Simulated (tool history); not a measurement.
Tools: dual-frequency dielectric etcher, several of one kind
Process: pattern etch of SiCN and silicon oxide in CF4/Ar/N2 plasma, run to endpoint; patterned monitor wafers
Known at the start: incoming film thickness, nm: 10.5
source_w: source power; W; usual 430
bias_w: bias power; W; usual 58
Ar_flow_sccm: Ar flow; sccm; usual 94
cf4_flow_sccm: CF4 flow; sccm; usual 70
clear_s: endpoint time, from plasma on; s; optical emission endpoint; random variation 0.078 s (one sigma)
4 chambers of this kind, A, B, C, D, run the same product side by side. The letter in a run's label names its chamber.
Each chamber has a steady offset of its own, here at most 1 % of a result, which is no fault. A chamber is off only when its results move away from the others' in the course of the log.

run,hour,source_w,bias_w,Ar_flow_sccm,cf4_flow_sccm,hours since the last wet clean,hours since the last source power generator calibration,hours since the last bias power generator calibration,hours since the last Ar flow controller change,hours since the last CF4 flow controller change,clear_s
1A,4.2,430,58,94,70,332.4,1199.9,1760.9,201.0,1628.4,13.410
2D,8.3,430,58,94,70,263.3,371.1,217.2,2662.0,2751.8,13.542
3B,12.5,430,58,94,70,278.6,178.5,3736.9,5292.4,1262.8,13.540
4C,14.5,430,58,94,70,482.4,1094.4,964.1,2933.0,4267.3,13.391
5D,17.1,430,58,94,70,272.1,379.9,226.0,2670.8,2760.6,13.584
6C,21.3,430,58,94,70,489.2,1101.2,970.9,2939.8,4274.1,13.415
7A,24.2,430,58,94,70,352.4,1219.9,1780.9,221.0,1648.4,13.551
8B,26.6,430,58,94,70,292.7,192.6,3751.0,5306.5,1276.9,13.671
9D,29.2,430,58,94,70,284.2,392.0,238.1,2682.9,2772.7,13.543
10B,32.9,430,58,94,70,299.0,198.9,3757.3,5312.8,1283.2,13.555
11A,36.6,430,58,94,70,364.8,1232.3,1793.3,233.4,1660.8,13.456
12C,40.3,430,58,94,70,508.2,1120.2,989.9,2958.8,4293.1,13.335
13B,43.1,430,58,94,70,309.2,209.1,3767.5,5323.0,1293.4,13.471
14C,46.6,430,58,94,70,514.5,1126.5,996.2,2965.1,4299.4,13.428
15D,49.4,430,58,94,70,304.4,412.2,258.3,2703.1,2792.9,13.527
16A,52.1,350,58,94,80,380.3,1247.8,1808.8,248.9,1676.3,15.926
17A,54.2,350,58,94,80,382.4,1249.9,1810.9,251.0,1678.4,15.886
18C,56.3,350,58,94,80,524.2,1136.2,1005.9,2974.8,4309.1,15.872
19B,58.4,350,58,94,80,324.5,224.4,3782.8,5338.3,1308.7,16.077
# hour 59.5: chamber C: wet clean of the chamber
# hour 61.5: chamber A: wet clean of the chamber
20D,62.6,430,58,94,70,317.6,425.4,271.5,2716.3,2806.1,13.522
21B,64.7,430,58,94,70,330.8,230.7,3789.1,5344.6,1315.0,13.499
22C,68.6,430,58,94,70,9.1,1148.5,1018.2,2987.1,4321.4,13.214
23A,71.3,430,58,94,70,9.8,1267.0,1828.0,268.1,1695.5,13.489
24D,74.0,430,58,94,70,329.0,436.8,282.9,2727.7,2817.5,13.591
25B,76.2,430,58,94,70,342.3,242.2,3800.6,5356.1,1326.5,13.697
26A,80.2,490,58,94,84,18.7,1275.9,1836.9,277.0,1704.4,11.669
27C,84.3,490,58,94,84,24.8,1164.2,1033.9,3002.8,4337.1,11.344
28D,88.3,490,58,94,84,343.3,451.1,297.2,2742.0,2831.8,11.518
29D,90.8,490,58,94,84,345.8,453.6,299.7,2744.5,2834.3,11.727
30B,93.6,430,58,94,70,359.7,259.6,3818.0,5373.5,1343.9,13.776
31A,97.8,350,58,94,70,36.3,1293.5,1854.5,294.6,1722.0,16.226
32C,100.9,350,58,94,70,41.4,1180.8,1050.5,3019.4,4353.7,15.597
33C,104.6,350,58,94,70,45.1,1184.5,1054.2,3023.1,4357.4,15.561

All 4 chambers run these settings next. Forecast each chamber's results:
34A,107.9,430,58,85,70,,,,,,?
34B,107.9,430,58,85,70,,,,,,?
34C,107.9,430,58,85,70,,,,,,?
34D,107.9,430,58,85,70,,,,,,?

run,clear_s
34A,13.306
34B,13.490
34C,12.716
34D,13.452
